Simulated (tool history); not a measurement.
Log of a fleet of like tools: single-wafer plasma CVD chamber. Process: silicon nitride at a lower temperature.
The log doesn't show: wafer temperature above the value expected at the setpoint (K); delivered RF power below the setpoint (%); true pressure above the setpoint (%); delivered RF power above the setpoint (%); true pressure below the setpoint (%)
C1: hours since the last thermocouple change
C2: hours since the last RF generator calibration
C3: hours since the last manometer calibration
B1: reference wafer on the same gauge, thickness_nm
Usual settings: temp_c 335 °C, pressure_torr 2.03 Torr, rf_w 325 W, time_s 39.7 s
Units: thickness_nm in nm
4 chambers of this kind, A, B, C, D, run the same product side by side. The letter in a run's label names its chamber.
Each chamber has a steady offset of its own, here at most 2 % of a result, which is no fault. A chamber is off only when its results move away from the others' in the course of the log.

{"run": "1D", "hour": 8.5, "temp_c": 335, "pressure_torr": 2.03, "rf_w": 325, "time_s": 39.7, "C1": 2354.6, "C2": 906.2, "C3": 330.3, "B1": 55.731, "thickness_nm": 52.14}
{"run": "2A", "hour": 19.9, "temp_c": 335, "pressure_torr": 2.03, "rf_w": 325, "time_s": 39.7, "C1": 71.6, "C2": 1558.3, "C3": 1213.6, "B1": 55.737, "thickness_nm": 53.946}
{"run": "3B", "hour": 28.5, "temp_c": 335, "pressure_torr": 2.03, "rf_w": 325, "time_s": 39.7, "C1": 2741.1, "C2": 314.1, "C3": 86.8, "B1": 55.662, "thickness_nm": 53.146}
{"run": "4C", "hour": 41.1, "temp_c": 335, "pressure_torr": 2.03, "rf_w": 325, "time_s": 39.7, "C1": 2640.8, "C2": 1064.3, "C3": 457, "B1": 55.697, "thickness_nm": 52.781}
{"run": "5D", "hour": 50.8, "temp_c": 335, "pressure_torr": 2.03, "rf_w": 325, "time_s": 39.7, "C1": 2396.9, "C2": 948.5, "C3": 372.6, "B1": 55.737, "thickness_nm": 51.806}
{"run": "6B", "hour": 57.3, "temp_c": 335, "pressure_torr": 2.03, "rf_w": 325, "time_s": 39.7, "C1": 2769.9, "C2": 342.9, "C3": 115.6, "B1": 55.664, "thickness_nm": 53.009}
{"run": "7A", "hour": 67.0, "temp_c": 335, "pressure_torr": 2.03, "rf_w": 325, "time_s": 39.7, "C1": 118.7, "C2": 1605.4, "C3": 1260.7, "B1": 55.652, "thickness_nm": 53.524}
{"run": "8C", "hour": 78.7, "temp_c": 335, "pressure_torr": 2.03, "rf_w": 325, "time_s": 39.7, "C1": 2678.4, "C2": 1101.9, "C3": 494.6, "B1": 55.719, "thickness_nm": 52.808}
{"run": "9B", "hour": 87.4, "temp_c": 325, "pressure_torr": 2.03, "rf_w": 285, "time_s": 39.7, "C1": 2800, "C2": 373, "C3": 145.7, "B1": 55.636, "thickness_nm": 48.663}
{"run": "10D", "hour": 100.5, "temp_c": 325, "pressure_torr": 2.03, "rf_w": 285, "time_s": 39.7, "C1": 2446.6, "C2": 998.2, "C3": 422.3, "B1": 55.666, "thickness_nm": 47.194}
{"run": "11A", "hour": 110.0, "temp_c": 325, "pressure_torr": 2.03, "rf_w": 285, "time_s": 39.7, "C1": 161.7, "C2": 1648.4, "C3": 1303.7, "B1": 55.689, "thickness_nm": 49.087}
{"run": "12C", "hour": 120.0, "temp_c": 325, "pressure_torr": 2.03, "rf_w": 285, "time_s": 39.7, "C1": 2719.7, "C2": 1143.2, "C3": 535.9, "B1": 55.711, "thickness_nm": 47.801}
{"run": "13B", "hour": 126.6, "temp_c": 335, "pressure_torr": 2.03, "rf_w": 325, "time_s": 39.7, "C1": 2839.2, "C2": 412.2, "C3": 184.9, "B1": 55.727, "thickness_nm": 52.531}
{"run": "14A", "hour": 139.5, "temp_c": 335, "pressure_torr": 2.03, "rf_w": 325, "time_s": 39.7, "C1": 191.2, "C2": 1677.9, "C3": 1333.2, "B1": 55.735, "thickness_nm": 53.64}
{"run": "15D", "hour": 150.6, "temp_c": 335, "pressure_torr": 2.03, "rf_w": 325, "time_s": 39.7, "C1": 2496.7, "C2": 1048.3, "C3": 472.4, "B1": 55.753, "thickness_nm": 51.544}
{"run": "16C", "hour": 159.7, "temp_c": 335, "pressure_torr": 2.03, "rf_w": 325, "time_s": 39.7, "C1": 2759.4, "C2": 1182.9, "C3": 575.6, "B1": 55.733, "thickness_nm": 52.24}
{"run": "17A", "hour": 172.4, "temp_c": 335, "pressure_torr": 2.03, "rf_w": 325, "time_s": 39.7, "C1": 224.1, "C2": 1710.8, "C3": 1366.1, "B1": 55.712, "thickness_nm": 53.108}
{"run": "18D", "hour": 182.5, "temp_c": 335, "pressure_torr": 2.03, "rf_w": 325, "time_s": 39.7, "C1": 2528.6, "C2": 1080.2, "C3": 504.3, "B1": 55.747, "thickness_nm": 52.053}
{"hour": 183.7, "done": "chamber D: thermocouple changed; heater temperature recalibrated"}
{"run": "19C", "hour": 191.4, "temp_c": 335, "pressure_torr": 2.03, "rf_w": 325, "time_s": 39.7, "C1": 2791.1, "C2": 1214.6, "C3": 607.3, "B1": 55.703, "thickness_nm": 51.877}
{"run": "20B", "hour": 197.6, "temp_c": 335, "pressure_torr": 2.51, "rf_w": 325, "time_s": 45, "C1": 2910.2, "C2": 483.2, "C3": 255.9, "B1": 55.656, "thickness_nm": 62.984}
{"run": "21C", "hour": 207.6, "temp_c": 335, "pressure_torr": 2.51, "rf_w": 325, "time_s": 45, "C1": 2807.3, "C2": 1230.8, "C3": 623.5, "B1": 55.739, "thickness_nm": 62.689}
{"hour": 207.8, "done": "chamber D: RF generator calibrated"}
{"hour": 210.4, "done": "chamber A: RF generator calibrated"}
{"run": "22B", "hour": 218.7, "temp_c": 335, "pressure_torr": 2.51, "rf_w": 325, "time_s": 45, "C1": 2931.3, "C2": 504.3, "C3": 277, "B1": 55.681, "thickness_nm": 63.191}
{"run": "23D", "hour": 226.5, "temp_c": 335, "pressure_torr": 2.51, "rf_w": 325, "time_s": 45, "C1": 42.9, "C2": 18.8, "C3": 548.3, "B1": 55.699, "thickness_nm": 61.839}
{"run": "24A", "hour": 239.9, "temp_c": 335, "pressure_torr": 2.03, "rf_w": 325, "time_s": 39.7, "C1": 291.6, "C2": 29.6, "C3": 1433.6, "B1": 55.677, "thickness_nm": 53.556}
{"hour": 247.4, "done": "chamber C: thermocouple changed; heater temperature recalibrated"}
{"run": "25A", "hour": 248.2, "temp_c": 335, "pressure_torr": 2.03, "rf_w": 325, "time_s": 39.7, "C1": 299.9, "C2": 37.9, "C3": 1441.9, "B1": 55.629, "thickness_nm": 53.638}
{"run": "26B", "hour": 254.7, "temp_c": 335, "pressure_torr": 2.03, "rf_w": 325, "time_s": 39.7, "C1": 2967.3, "C2": 540.3, "C3": 313, "B1": 55.676, "thickness_nm": 52.39}
{"run": "27C", "hour": 261.5, "temp_c": 335, "pressure_torr": 2.3, "rf_w": 325, "time_s": 34.7, "C1": 14.1, "C2": 1284.7, "C3": 677.4, "B1": 55.712, "thickness_nm": 46.621}
{"run": "28D", "hour": 267.7, "temp_c": 335, "pressure_torr": 2.3, "rf_w": 325, "time_s": 34.7, "C1": 84.1, "C2": 60, "C3": 589.5, "B1": 55.694, "thickness_nm": 47.003}
{"run": "29D", "hour": 280.0, "temp_c": 335, "pressure_torr": 2.3, "rf_w": 325, "time_s": 34.7, "C1": 96.4, "C2": 72.3, "C3": 601.8, "B1": 55.704, "thickness_nm": 47.09}
{"run": "30B", "hour": 291.1, "temp_c": 335, "pressure_torr": 2.3, "rf_w": 325, "time_s": 34.7, "C1": 3003.7, "C2": 576.7, "C3": 349.4, "B1": 55.758, "thickness_nm": 47.61}
{"run": "31A", "hour": 303.3, "temp_c": 335, "pressure_torr": 2.03, "rf_w": 325, "time_s": 39.7, "C1": 355, "C2": 93, "C3": 1497, "B1": 55.692, "thickness_nm": 53.811}
{"run": "32C", "hour": 312.7, "temp_c": 335, "pressure_torr": 2.03, "rf_w": 325, "time_s": 39.7, "C1": 65.3, "C2": 1335.9, "C3": 728.6, "B1": 55.721, "thickness_nm": 51.517}
{"hour": 316.0, "done": "chamber B: thermocouple changed; heater temperature recalibrated"}
{"run": "33A", "hour": 319.3, "temp_c": 335, "pressure_torr": 2.03, "rf_w": 325, "time_s": 39.7, "C1": 371, "C2": 109, "C3": 1513, "B1": 55.727, "thickness_nm": 53.605}
{"run": "34D", "hour": 329.0, "temp_c": 335, "pressure_torr": 2.03, "rf_w": 325, "time_s": 39.7, "C1": 145.4, "C2": 121.3, "C3": 650.8, "B1": 55.713, "thickness_nm": 52.085}
{"run": "35B", "hour": 334.8, "temp_c": 335, "pressure_torr": 2.03, "rf_w": 325, "time_s": 39.7, "C1": 18.9, "C2": 620.4, "C3": 393.1, "B1": 55.68, "thickness_nm": 52.64}
{"run": "36C", "hour": 347.4, "temp_c": 335, "pressure_torr": 2.03, "rf_w": 325, "time_s": 39.7, "C1": 100, "C2": 1370.6, "C3": 763.3, "B1": 55.685, "thickness_nm": 51.028}
{"run": "37C", "hour": 353.3, "temp_c": 335, "pressure_torr": 2.03, "rf_w": 325, "time_s": 39.7, "C1": 105.9, "C2": 1376.5, "C3": 769.2, "B1": 55.739, "thickness_nm": 51.137}

What goes on in this fleet: one chamber off, a drifting gauge, or nothing beyond the chambers' own small offsets? Name the chamber and the cause, if any.

Chamber C drifts away from the others.
Cause: delivered RF power below the setpoint (%) = 4.51.

Here are 4 candidates for chamber C's next run, each the usual settings with a change, their results left as question marks. Which one brings its results back in line with what the others give on the usual settings?
In line means no further than this from the other chambers' mean on the usual settings: thickness_nm 0.93 nm
{"run": "38C-1", "hour": 362.9, "temp_c": 336, "pressure_torr": 1.79, "rf_w": 325, "time_s": 39.7, "thickness_nm": "?"}
{"run": "38C-2", "hour": 362.9, "temp_c": 335, "pressure_torr": 1.98, "rf_w": 325, "time_s": 37.4, "thickness_nm": "?"}
{"run": "38C-3", "hour": 362.9, "temp_c": 335, "pressure_torr": 2.03, "rf_w": 355, "time_s": 39.7, "thickness_nm": "?"}
{"run": "38C-4", "hour": 362.9, "temp_c": 335, "pressure_torr": 2.05, "rf_w": 330, "time_s": 40.5, "thickness_nm": "?"}

The other chambers' mean on the usual settings: thickness_nm 52.798 nm
run=38C-1 thickness_nm=49.582
run=38C-2 thickness_nm=48.002
run=38C-3 thickness_nm=54.35
run=38C-4 thickness_nm=52.968
38C-4 brings the chamber back in line.
